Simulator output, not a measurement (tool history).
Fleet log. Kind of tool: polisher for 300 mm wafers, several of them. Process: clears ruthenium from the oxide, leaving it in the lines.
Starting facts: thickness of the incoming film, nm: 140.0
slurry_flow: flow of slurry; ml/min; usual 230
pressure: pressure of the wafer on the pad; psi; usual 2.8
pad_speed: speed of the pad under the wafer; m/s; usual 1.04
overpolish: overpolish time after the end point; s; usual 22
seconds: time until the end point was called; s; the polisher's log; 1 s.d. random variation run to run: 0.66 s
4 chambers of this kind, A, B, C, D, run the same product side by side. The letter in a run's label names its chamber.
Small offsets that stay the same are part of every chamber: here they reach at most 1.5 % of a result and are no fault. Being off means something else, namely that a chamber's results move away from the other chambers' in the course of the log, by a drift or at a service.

run     day  slurry_flow  pressure  pad_speed  overpolish  wafers polished on this pad  hours since the slurry nozzle was cleaned  hours since the head pressure was calibrated  seconds
 1B   0.558          230       2.8       1.04          22                         1135                                      309.7                                         186.3   76.166
      0.717  -- chamber D: slurry nozzle cleaned
 2C   1.133          230       2.8       1.04          22                          528                                      265.6                                         131.8   77.672
      1.446  -- chamber D: worn pad replaced by a new one
 3D   1.571          230       2.8       1.04          22                           29                                       20.6                                         717.3   77.206
      1.750  -- chamber B: worn pad replaced by a new one
 4A   2.150          230       2.8       1.04          22                          981                                       70.3                                        1106.0   76.742
 5D   2.712          230       2.8       1.04          22                          292                                       48.0                                         744.7   77.213
      2.725  -- chamber C: worn pad replaced by a new one
      2.950  -- chamber A: head pressure recalibrated
 6C   3.217          230       2.8       1.04          22                          113                                      315.6                                         181.8   77.684
      3.246  -- chamber A: worn pad replaced by a new one
 7A   3.608          230       2.8       1.04          22                           83                                      105.3                                          15.9   77.064
      3.725  -- chamber B: slurry nozzle cleaned
 8B   3.904          230       2.8       1.04          22                          496                                        4.3                                         266.6   77.344
      4.121  -- chamber B: head pressure recalibrated
 9C   4.317          230       2.8       1.04          22                          367                                      342.0                                         208.2   77.793
10D   4.779          230       2.8       1.04          22                          768                                       97.6                                         794.3   77.583
11A   5.300          230       2.8       1.04          22                          473                                      145.9                                          56.5   76.738
      5.412  -- chamber D: worn pad replaced by a new one
12B   5.862          230       1.8       0.92          22                          948                                       51.3                                          41.9  132.520
13A   6.179          230       1.8       0.92          22                          676                                      167.0                                          77.6  131.260
14C   6.558          230       1.8       0.92          22                          883                                      395.8                                         262.0  136.950
      6.650  -- chamber C: worn pad replaced by a new one
      6.883  -- chamber B: worn pad replaced by a new one
15B   7.138          230       1.8       0.92          22                           58                                       81.9                                          72.5  133.610
16D   7.517          280       3.7       1.04          22                          485                                      163.3                                         860.0   56.590
17C   8.054          280       3.7       1.04          22                          324                                      431.7                                         297.9   57.334
      8.425  -- chamber A: worn pad replaced by a new one
18B   8.571          280       3.7       1.04          22                          388                                      116.3                                         106.9   56.667
19A   9.075          280       3.7       1.04          22                          150                                      236.5                                         147.1   57.040
      9.583  -- chamber D: worn pad replaced by a new one
20D   9.625          230       2.8       1.04          22                           10                                      213.9                                         910.6   76.788
21B   9.988          230       2.8       1.04          22                          715                                      150.3                                         140.9   77.130
     10.262  -- chamber C: worn pad replaced by a new one
22C  10.292          160       2.8       1.04          22                            7                                      485.4                                         351.6   82.722
23D  10.579          160       2.8       1.04          22                          229                                      236.8                                         933.5   79.127
24A  11.158          160       2.8       1.04          22                          630                                      286.5                                         197.1   80.471
     11.608  -- chamber A: slurry nozzle cleaned
25A  11.638          160       2.8       1.04          22                          740                                        0.8                                         208.6   80.587
     12.133  -- chamber C: slurry nozzle cleaned
     12.212  -- chamber B: worn pad replaced by a new one
26B  12.212          230       2.8       1.04          22                            0                                      203.7                                         194.3   77.377
27C  12.475          230       2.8       1.04          22                          510                                        8.3                                         404.0   78.080
28D  12.775          230       2.8       1.04          18                          735                                      289.5                                         986.2   77.142
     13.071  -- chamber A: worn pad replaced by a new one
29C  13.204          230       2.8       1.04          18                          678                                       25.8                                         421.5   78.486
30D  13.458          230       2.8       1.04          18                          893                                      305.9                                        1002.6   77.875
     13.546  -- chamber D: worn pad replaced by a new one
     13.604  -- chamber C: worn pad replaced by a new one
31A  13.912          230       2.8       1.04          18                          194                                       55.4                                         263.2   76.602
32B  14.362          230       3.4       1.36          22                          495                                      255.3                                         245.9   48.240
     14.538  -- chamber D: slurry nozzle cleaned
33B  14.662          230       3.4       1.36          22                          564                                      262.5                                         253.1   47.972
34A  15.033          230       3.4       1.36          22                          452                                       82.3                                         290.1   47.923
35C  15.488          230       3.4       1.36          22                          434                                       80.6                                         476.3   48.986
36D  15.954          230       2.8       1.04          22                          555                                       34.0                                        1062.5   76.922
37D  16.421          230       2.8       1.04          22                          662                                       45.2                                        1073.7   75.943
     16.692  -- chamber B: head pressure recalibrated
38A  16.800          230       2.8       1.04          22                          859                                      124.7                                         332.5   76.633
39B  17.079          230       2.8       1.04          22                         1121                                      320.5                                           9.4   76.304
40C  17.658          230       2.8       1.04          22                          934                                      132.7                                         528.4   77.726
     17.854  -- chamber C: worn pad replaced by a new one
     17.971  -- chamber D: worn pad replaced by a new one
41C  18.138          230       2.8       1.04          22                           65                                      144.2                                         539.9   77.406
     18.146  -- chamber B: worn pad replaced by a new one
42D  18.512          230       2.8       1.04          22                          124                                       95.4                                        1123.9   77.290
43B  18.992          230       2.8       1.04          22                          195                                      366.4                                          55.3   76.981

What goes on in this fleet: one chamber off, a drifting gauge, or nothing beyond the chambers' own small offsets? Name the chamber and the cause, if any.

Beyond each chamber's small constant offset nothing stands out, and the gauge stays steady.
